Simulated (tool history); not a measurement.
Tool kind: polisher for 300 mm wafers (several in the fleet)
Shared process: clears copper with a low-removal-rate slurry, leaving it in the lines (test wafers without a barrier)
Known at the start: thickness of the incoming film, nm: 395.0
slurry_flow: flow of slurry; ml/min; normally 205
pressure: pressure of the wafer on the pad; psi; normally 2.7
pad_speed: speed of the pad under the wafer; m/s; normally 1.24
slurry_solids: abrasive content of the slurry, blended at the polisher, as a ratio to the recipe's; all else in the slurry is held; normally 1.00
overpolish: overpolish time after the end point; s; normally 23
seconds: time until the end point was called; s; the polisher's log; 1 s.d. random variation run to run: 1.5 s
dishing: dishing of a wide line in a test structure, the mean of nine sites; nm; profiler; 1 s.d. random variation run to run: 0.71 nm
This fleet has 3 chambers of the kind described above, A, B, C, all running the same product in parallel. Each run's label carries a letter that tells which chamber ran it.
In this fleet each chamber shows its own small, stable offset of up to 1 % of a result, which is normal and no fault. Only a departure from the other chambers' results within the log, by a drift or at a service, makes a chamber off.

run 1B hour=8.8 | slurry_flow=205 pressure=2.7 pad_speed=1.24 slurry_solids=1.00 overpolish=23 | seconds=132.48 dishing=38.843
run 2A hour=13.9 | slurry_flow=205 pressure=2.7 pad_speed=1.24 slurry_solids=1.00 overpolish=23 | seconds=134.23 dishing=38.498
run 3C hour=21.4 | slurry_flow=205 pressure=2.7 pad_speed=1.24 slurry_solids=1.00 overpolish=23 | seconds=134.20 dishing=37.371
-- hour=24.3 chamber A: slurry blender recalibrated
run 4B hour=26.7 | slurry_flow=205 pressure=2.7 pad_speed=1.24 slurry_solids=1.00 overpolish=23 | seconds=133.22 dishing=38.971
run 5C hour=32.5 | slurry_flow=205 pressure=2.7 pad_speed=1.24 slurry_solids=1.00 overpolish=23 | seconds=133.64 dishing=37.835
run 6A hour=40.8 | slurry_flow=205 pressure=2.7 pad_speed=1.24 slurry_solids=1.00 overpolish=23 | seconds=132.33 dishing=39.086
run 7A hour=46.8 | slurry_flow=205 pressure=2.7 pad_speed=1.24 slurry_solids=1.00 overpolish=23 | seconds=132.99 dishing=36.928
run 8B hour=50.7 | slurry_flow=205 pressure=2.7 pad_speed=1.24 slurry_solids=1.00 overpolish=23 | seconds=136.24 dishing=37.944
-- hour=55.0 chamber C: slurry blender recalibrated
run 9C hour=59.6 | slurry_flow=205 pressure=2.7 pad_speed=1.24 slurry_solids=1.00 overpolish=23 | seconds=132.71 dishing=37.740
run 10C hour=67.3 | slurry_flow=205 pressure=2.7 pad_speed=1.24 slurry_solids=1.00 overpolish=23 | seconds=133.00 dishing=38.933
run 11A hour=73.0 | slurry_flow=205 pressure=2.2 pad_speed=1.24 slurry_solids=1.00 overpolish=23 | seconds=162.70 dishing=32.006
-- hour=78.6 chamber B: worn pad replaced by a new one
run 12B hour=82.0 | slurry_flow=205 pressure=2.2 pad_speed=1.24 slurry_solids=1.00 overpolish=23 | seconds=164.18 dishing=32.153
run 13B hour=90.9 | slurry_flow=205 pressure=2.2 pad_speed=1.24 slurry_solids=1.00 overpolish=23 | seconds=161.71 dishing=33.755
-- hour=96.7 chamber A: worn pad replaced by a new one
run 14A hour=96.8 | slurry_flow=205 pressure=2.7 pad_speed=1.24 slurry_solids=1.00 overpolish=23 | seconds=133.27 dishing=36.979
run 15C hour=100.9 | slurry_flow=205 pressure=2.7 pad_speed=1.24 slurry_solids=1.00 overpolish=23 | seconds=131.43 dishing=38.265
run 16C hour=106.6 | slurry_flow=205 pressure=2.7 pad_speed=1.24 slurry_solids=1.00 overpolish=23 | seconds=133.54 dishing=39.536
-- hour=110.8 chamber A: slurry nozzle cleaned
run 17A hour=111.9 | slurry_flow=205 pressure=2.7 pad_speed=1.24 slurry_solids=1.00 overpolish=23 | seconds=133.99 dishing=37.884
run 18B hour=120.2 | slurry_flow=205 pressure=2.7 pad_speed=1.24 slurry_solids=1.00 overpolish=23 | seconds=133.00 dishing=39.869
-- hour=120.5 chamber C: worn pad replaced by a new one
run 19C hour=125.1 | slurry_flow=205 pressure=2.7 pad_speed=1.24 slurry_solids=1.00 overpolish=23 | seconds=134.96 dishing=38.316
run 20B hour=132.7 | slurry_flow=270 pressure=2.7 pad_speed=0.86 slurry_solids=1.00 overpolish=23 | seconds=185.13 dishing=29.593
run 21A hour=136.9 | slurry_flow=270 pressure=2.7 pad_speed=0.86 slurry_solids=1.00 overpolish=23 | seconds=187.19 dishing=30.294
run 22B hour=143.7 | slurry_flow=270 pressure=2.7 pad_speed=0.86 slurry_solids=1.00 overpolish=23 | seconds=187.49 dishing=29.892
-- hour=145.0 chamber A: slurry blender recalibrated
run 23C hour=148.2 | slurry_flow=205 pressure=2.7 pad_speed=1.24 slurry_solids=1.00 overpolish=23 | seconds=134.05 dishing=37.673
run 24A hour=152.9 | slurry_flow=205 pressure=2.7 pad_speed=1.24 slurry_solids=1.00 overpolish=23 | seconds=131.59 dishing=38.064
run 25B hour=159.8 | slurry_flow=205 pressure=2.7 pad_speed=1.24 slurry_solids=1.00 overpolish=23 | seconds=132.13 dishing=38.200
run 26C hour=165.9 | slurry_flow=205 pressure=2.7 pad_speed=1.24 slurry_solids=1.00 overpolish=23 | seconds=134.22 dishing=38.106
run 27A hour=171.4 | slurry_flow=205 pressure=2.7 pad_speed=1.24 slurry_solids=1.00 overpolish=23 | seconds=133.00 dishing=38.403
run 28A hour=177.3 | slurry_flow=205 pressure=2.7 pad_speed=1.24 slurry_solids=1.00 overpolish=23 | seconds=133.64 dishing=37.689
run 29C hour=182.2 | slurry_flow=205 pressure=2.7 pad_speed=1.24 slurry_solids=1.00 overpolish=23 | seconds=132.83 dishing=37.141
run 30B hour=188.5 | slurry_flow=205 pressure=2.7 pad_speed=1.24 slurry_solids=1.00 overpolish=23 | seconds=133.78 dishing=39.288
run 31A hour=192.9 | slurry_flow=205 pressure=2.7 pad_speed=1.24 slurry_solids=1.00 overpolish=23 | seconds=130.46 dishing=37.972
run 32B hour=197.4 | slurry_flow=205 pressure=2.7 pad_speed=1.24 slurry_solids=1.00 overpolish=23 | seconds=137.30 dishing=38.802
run 33C hour=202.5 | slurry_flow=205 pressure=2.7 pad_speed=1.24 slurry_solids=1.00 overpolish=23 | seconds=134.83 dishing=39.583
run 34C hour=208.6 | slurry_flow=205 pressure=2.7 pad_speed=1.24 slurry_solids=0.75 overpolish=23 | seconds=140.30 dishing=37.418
run 35B hour=213.8 | slurry_flow=205 pressure=2.7 pad_speed=1.24 slurry_solids=0.75 overpolish=23 | seconds=143.64 dishing=36.577
run 36A hour=219.9 | slurry_flow=205 pressure=2.7 pad_speed=1.24 slurry_solids=0.75 overpolish=23 | seconds=140.77 dishing=36.334
-- hour=220.2 chamber B: slurry nozzle cleaned
-- hour=224.3 chamber C: slurry blender recalibrated
run 37C hour=224.3 | slurry_flow=205 pressure=2.7 pad_speed=1.24 slurry_solids=1.00 overpolish=23 | seconds=133.35 dishing=40.039
run 38B hour=229.3 | slurry_flow=205 pressure=2.7 pad_speed=1.24 slurry_solids=1.00 overpolish=23 | seconds=134.22 dishing=39.893
run 39A hour=235.0 | slurry_flow=205 pressure=2.7 pad_speed=1.24 slurry_solids=1.00 overpolish=23 | seconds=132.82 dishing=37.908
run 40C hour=243.2 | slurry_flow=205 pressure=2.7 pad_speed=1.24 slurry_solids=1.00 overpolish=23 | seconds=132.84 dishing=39.629
run 41A hour=249.6 | slurry_flow=205 pressure=2.7 pad_speed=1.24 slurry_solids=1.00 overpolish=23 | seconds=130.78 dishing=38.391
run 42B hour=253.6 | slurry_flow=205 pressure=2.7 pad_speed=1.02 slurry_solids=1.00 overpolish=29 | seconds=164.51 dishing=40.337
-- hour=255.4 chamber A: slurry blender recalibrated
run 43A hour=258.9 | slurry_flow=205 pressure=2.7 pad_speed=1.02 slurry_solids=1.00 overpolish=29 | seconds=162.87 dishing=40.242

Is one chamber off against the others, does the gauge drift, or is nothing wrong? If a chamber is off, say which, and what the likeliest cause is.

Nothing is wrong: each chamber keeps only its own small, steady offset and the gauge holds still.

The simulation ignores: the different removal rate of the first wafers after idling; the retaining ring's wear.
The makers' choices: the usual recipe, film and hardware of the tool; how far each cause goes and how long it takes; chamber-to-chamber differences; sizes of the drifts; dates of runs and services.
